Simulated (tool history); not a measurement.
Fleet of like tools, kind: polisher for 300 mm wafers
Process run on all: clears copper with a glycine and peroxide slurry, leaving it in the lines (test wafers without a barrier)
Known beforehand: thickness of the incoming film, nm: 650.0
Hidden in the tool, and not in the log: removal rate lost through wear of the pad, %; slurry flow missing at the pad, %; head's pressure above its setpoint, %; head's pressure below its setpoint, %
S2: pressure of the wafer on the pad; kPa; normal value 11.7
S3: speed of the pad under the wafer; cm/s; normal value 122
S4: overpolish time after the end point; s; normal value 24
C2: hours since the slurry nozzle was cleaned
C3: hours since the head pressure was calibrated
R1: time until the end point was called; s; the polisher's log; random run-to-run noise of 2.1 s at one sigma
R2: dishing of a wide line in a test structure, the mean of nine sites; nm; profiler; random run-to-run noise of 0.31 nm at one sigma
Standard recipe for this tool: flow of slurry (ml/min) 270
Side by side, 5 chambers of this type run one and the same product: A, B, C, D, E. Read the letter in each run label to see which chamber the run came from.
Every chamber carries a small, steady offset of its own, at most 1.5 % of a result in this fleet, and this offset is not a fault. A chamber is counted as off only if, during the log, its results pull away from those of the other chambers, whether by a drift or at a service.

run 1A hour=10.8 | flow_of_slurry_(ml/min)=270 S2=11.7 S3=122 S4=24 | wafers_polished_on_this_pad=641 C2=175.4 C3=1070.1 | R1=147.84 R2=26.550
-- hour=15.4 chamber C: worn pad replaced by a new one
run 2B hour=26.9 | flow_of_slurry_(ml/min)=270 S2=11.7 S3=122 S4=24 | wafers_polished_on_this_pad=363 C2=232.2 C3=471.7 | R1=145.28 R2=27.074
-- hour=32.7 chamber E: worn pad replaced by a new one
run 3E hour=42.3 | flow_of_slurry_(ml/min)=270 S2=11.7 S3=122 S4=24 | wafers_polished_on_this_pad=61 C2=263.2 C3=206.4 | R1=146.27 R2=27.504
run 4C hour=51.0 | flow_of_slurry_(ml/min)=270 S2=11.7 S3=122 S4=24 | wafers_polished_on_this_pad=227 C2=172.0 C3=431.6 | R1=150.88 R2=27.473
-- hour=54.6 chamber A: worn pad replaced by a new one
run 5D hour=63.8 | flow_of_slurry_(ml/min)=270 S2=11.7 S3=122 S4=24 | wafers_polished_on_this_pad=1440 C2=167.7 C3=347.6 | R1=153.79 R2=27.276
-- hour=67.7 chamber D: worn pad replaced by a new one
run 6A hour=79.1 | flow_of_slurry_(ml/min)=270 S2=11.7 S3=122 S4=24 | wafers_polished_on_this_pad=156 C2=243.7 C3=1138.4 | R1=150.06 R2=27.176
run 7C hour=89.2 | flow_of_slurry_(ml/min)=270 S2=11.7 S3=122 S4=24 | wafers_polished_on_this_pad=471 C2=210.2 C3=469.8 | R1=151.79 R2=26.874
-- hour=92.4 chamber A: slurry nozzle cleaned
run 8B hour=97.6 | flow_of_slurry_(ml/min)=270 S2=11.7 S3=122 S4=24 | wafers_polished_on_this_pad=815 C2=302.9 C3=542.4 | R1=152.30 R2=26.810
run 9E hour=110.2 | flow_of_slurry_(ml/min)=270 S2=11.7 S3=122 S4=24 | wafers_polished_on_this_pad=495 C2=331.1 C3=274.3 | R1=148.65 R2=27.436
-- hour=114.2 chamber B: worn pad replaced by a new one
run 10D hour=121.4 | flow_of_slurry_(ml/min)=270 S2=11.7 S3=122 S4=24 | wafers_polished_on_this_pad=343 C2=225.3 C3=405.2 | R1=146.76 R2=27.415
run 11E hour=135.2 | flow_of_slurry_(ml/min)=270 S2=11.7 S3=122 S4=24 | wafers_polished_on_this_pad=654 C2=356.1 C3=299.3 | R1=150.38 R2=27.044
-- hour=136.6 chamber C: worn pad replaced by a new one
run 12D hour=144.7 | flow_of_slurry_(ml/min)=270 S2=11.7 S3=122 S4=24 | wafers_polished_on_this_pad=492 C2=248.6 C3=428.5 | R1=146.51 R2=27.332
run 13A hour=152.2 | flow_of_slurry_(ml/min)=270 S2=11.7 S3=122 S4=24 | wafers_polished_on_this_pad=623 C2=59.9 C3=1211.5 | R1=150.49 R2=27.273
-- hour=165.1 chamber C: head pressure recalibrated
run 14B hour=166.5 | flow_of_slurry_(ml/min)=270 S2=11.7 S3=122 S4=24 | wafers_polished_on_this_pad=333 C2=371.8 C3=611.3 | R1=151.65 R2=26.847
run 15C hour=175.4 | flow_of_slurry_(ml/min)=270 S2=11.7 S3=122 S4=24 | wafers_polished_on_this_pad=248 C2=296.4 C3=10.4 | R1=147.24 R2=27.847
run 16A hour=182.4 | flow_of_slurry_(ml/min)=270 S2=11.7 S3=122 S4=24 | wafers_polished_on_this_pad=816 C2=90.1 C3=1241.7 | R1=146.33 R2=27.298
run 17E hour=192.5 | flow_of_slurry_(ml/min)=270 S2=11.7 S3=122 S4=24 | wafers_polished_on_this_pad=1020 C2=413.4 C3=356.6 | R1=152.32 R2=27.205
run 18C hour=202.2 | flow_of_slurry_(ml/min)=270 S2=11.7 S3=122 S4=24 | wafers_polished_on_this_pad=419 C2=323.2 C3=37.2 | R1=150.81 R2=27.355
run 19D hour=215.7 | flow_of_slurry_(ml/min)=270 S2=11.7 S3=122 S4=24 | wafers_polished_on_this_pad=945 C2=319.6 C3=499.5 | R1=144.93 R2=27.597
-- hour=216.4 chamber A: worn pad replaced by a new one
run 20B hour=225.5 | flow_of_slurry_(ml/min)=270 S2=11.7 S3=122 S4=24 | wafers_polished_on_this_pad=710 C2=430.8 C3=670.3 | R1=147.21 R2=26.889
run 21C hour=235.8 | flow_of_slurry_(ml/min)=270 S2=11.7 S3=122 S4=24 | wafers_polished_on_this_pad=633 C2=356.8 C3=70.8 | R1=149.91 R2=27.574
-- hour=244.6 chamber E: worn pad replaced by a new one
-- hour=245.5 chamber E: slurry nozzle cleaned
run 22D hour=247.1 | flow_of_slurry_(ml/min)=270 S2=11.7 S3=122 S4=24 | wafers_polished_on_this_pad=1145 C2=351.0 C3=530.9 | R1=146.77 R2=27.306
-- hour=253.1 chamber A: head pressure recalibrated
-- hour=253.1 chamber B: worn pad replaced by a new one
run 23A hour=257.1 | flow_of_slurry_(ml/min)=205 S2=10.3 S3=122 S4=24 | wafers_polished_on_this_pad=260 C2=164.8 C3=4.1 | R1=171.87 R2=26.927
run 24E hour=270.6 | flow_of_slurry_(ml/min)=205 S2=10.3 S3=122 S4=24 | wafers_polished_on_this_pad=166 C2=25.1 C3=434.7 | R1=170.59 R2=27.072
-- hour=271.7 chamber C: worn pad replaced by a new one
run 25B hour=280.2 | flow_of_slurry_(ml/min)=205 S2=10.3 S3=122 S4=24 | wafers_polished_on_this_pad=173 C2=485.5 C3=725.0 | R1=170.09 R2=26.659
-- hour=293.1 chamber D: worn pad replaced by a new one
run 26D hour=296.5 | flow_of_slurry_(ml/min)=205 S2=10.3 S3=122 S4=24 | wafers_polished_on_this_pad=22 C2=400.4 C3=580.3 | R1=161.85 R2=26.431
run 27E hour=307.7 | flow_of_slurry_(ml/min)=205 S2=10.3 S3=122 S4=24 | wafers_polished_on_this_pad=403 C2=62.2 C3=471.8 | R1=173.28 R2=27.247
run 28A hour=317.4 | flow_of_slurry_(ml/min)=270 S2=11.7 S3=122 S4=24 | wafers_polished_on_this_pad=645 C2=225.1 C3=64.4 | R1=150.30 R2=27.031
run 29B hour=330.3 | flow_of_slurry_(ml/min)=270 S2=11.7 S3=122 S4=24 | wafers_polished_on_this_pad=493 C2=535.6 C3=775.1 | R1=145.50 R2=27.130
run 30C hour=345.6 | flow_of_slurry_(ml/min)=270 S2=11.7 S3=122 S4=24 | wafers_polished_on_this_pad=471 C2=466.6 C3=180.6 | R1=151.47 R2=27.190
run 31A hour=358.6 | flow_of_slurry_(ml/min)=270 S2=11.7 S3=122 S4=24 | wafers_polished_on_this_pad=908 C2=266.3 C3=105.6 | R1=144.29 R2=27.478
-- hour=363.5 chamber B: slurry nozzle cleaned
run 32D hour=366.9 | flow_of_slurry_(ml/min)=270 S2=11.7 S3=122 S4=24 | wafers_polished_on_this_pad=471 C2=470.8 C3=650.7 | R1=143.04 R2=27.725
-- hour=371.1 chamber B: worn pad replaced by a new one
-- hour=374.3 chamber A: worn pad replaced by a new one
run 33E hour=374.3 | flow_of_slurry_(ml/min)=270 S2=11.7 S3=122 S4=24 | wafers_polished_on_this_pad=828 C2=128.8 C3=538.4 | R1=151.59 R2=27.210
run 34C hour=382.9 | flow_of_slurry_(ml/min)=270 S2=11.7 S3=122 S4=24 | wafers_polished_on_this_pad=709 C2=503.9 C3=217.9 | R1=151.63 R2=26.731
run 35B hour=394.0 | flow_of_slurry_(ml/min)=205 S2=11.7 S3=122 S4=15 | wafers_polished_on_this_pad=146 C2=30.5 C3=838.8 | R1=153.45 R2=24.055
run 36B hour=407.7 | flow_of_slurry_(ml/min)=205 S2=11.7 S3=122 S4=15 | wafers_polished_on_this_pad=233 C2=44.2 C3=852.5 | R1=152.10 R2=23.214
-- hour=417.8 chamber D: slurry nozzle cleaned
run 37E hour=418.3 | flow_of_slurry_(ml/min)=205 S2=11.7 S3=122 S4=15 | wafers_polished_on_this_pad=1109 C2=172.8 C3=582.4 | R1=157.04 R2=23.432
-- hour=420.6 chamber C: worn pad replaced by a new one
-- hour=425.2 chamber A: slurry nozzle cleaned
run 38A hour=427.4 | flow_of_slurry_(ml/min)=205 S2=11.7 S3=122 S4=15 | wafers_polished_on_this_pad=339 C2=2.3 C3=174.4 | R1=155.22 R2=23.970
run 39D hour=441.2 | flow_of_slurry_(ml/min)=205 S2=11.7 S3=122 S4=15 | wafers_polished_on_this_pad=945 C2=23.4 C3=725.0 | R1=141.07 R2=24.427
run 40C hour=449.3 | flow_of_slurry_(ml/min)=270 S2=11.7 S3=122 S4=24 | wafers_polished_on_this_pad=183 C2=570.3 C3=284.3 | R1=148.09 R2=27.072
-- hour=450.7 chamber C: slurry nozzle cleaned
run 41D hour=464.5 | flow_of_slurry_(ml/min)=350 S2=11.7 S3=122 S4=15 | wafers_polished_on_this_pad=1094 C2=46.7 C3=748.3 | R1=132.90 R2=25.583
run 42C hour=473.2 | flow_of_slurry_(ml/min)=350 S2=11.7 S3=122 S4=15 | wafers_polished_on_this_pad=336 C2=22.5 C3=308.2 | R1=149.02 R2=24.001

Is one chamber off against the others, does the gauge drift, or is nothing wrong? If a chamber is off, say which, and what the likeliest cause is.

Little by little, chamber D moves away from the other chambers.
Cause: head's pressure above its setpoint, % = 11.6.

Which of the 4 candidates below, each the usual settings with something changed and its results left as question marks, puts chamber D back in line with what the other chambers give on the usual settings?
Counts as in line when no further than this from what the other chambers average on the usual settings: R1 7.20 s; R2 1.100 nm
run 43D-1 hour=484.9 | flow_of_slurry_(ml/min)=270 S2=11.0 S3=118 S4=22 | R1=? R2=?
run 43D-2 hour=484.9 | flow_of_slurry_(ml/min)=275 S2=13.8 S3=128 S4=35 | R1=? R2=?
run 43D-3 hour=484.9 | flow_of_slurry_(ml/min)=270 S2=12.4 S3=126 S4=26 | R1=? R2=?
run 43D-4 hour=484.9 | flow_of_slurry_(ml/min)=265 S2=10.3 S3=110 S4=22 | R1=? R2=?

What the other chambers average on the usual settings: R1 150.39 s; R2 27.124 nm
run=43D-1 R1=148.13 R2=26.826
run=43D-2 R1=115.91 R2=28.216
run=43D-3 R1=128.10 R2=27.746
run=43D-4 R1=164.60 R2=26.493
With 43D-1, the chamber falls back in line with the rest.
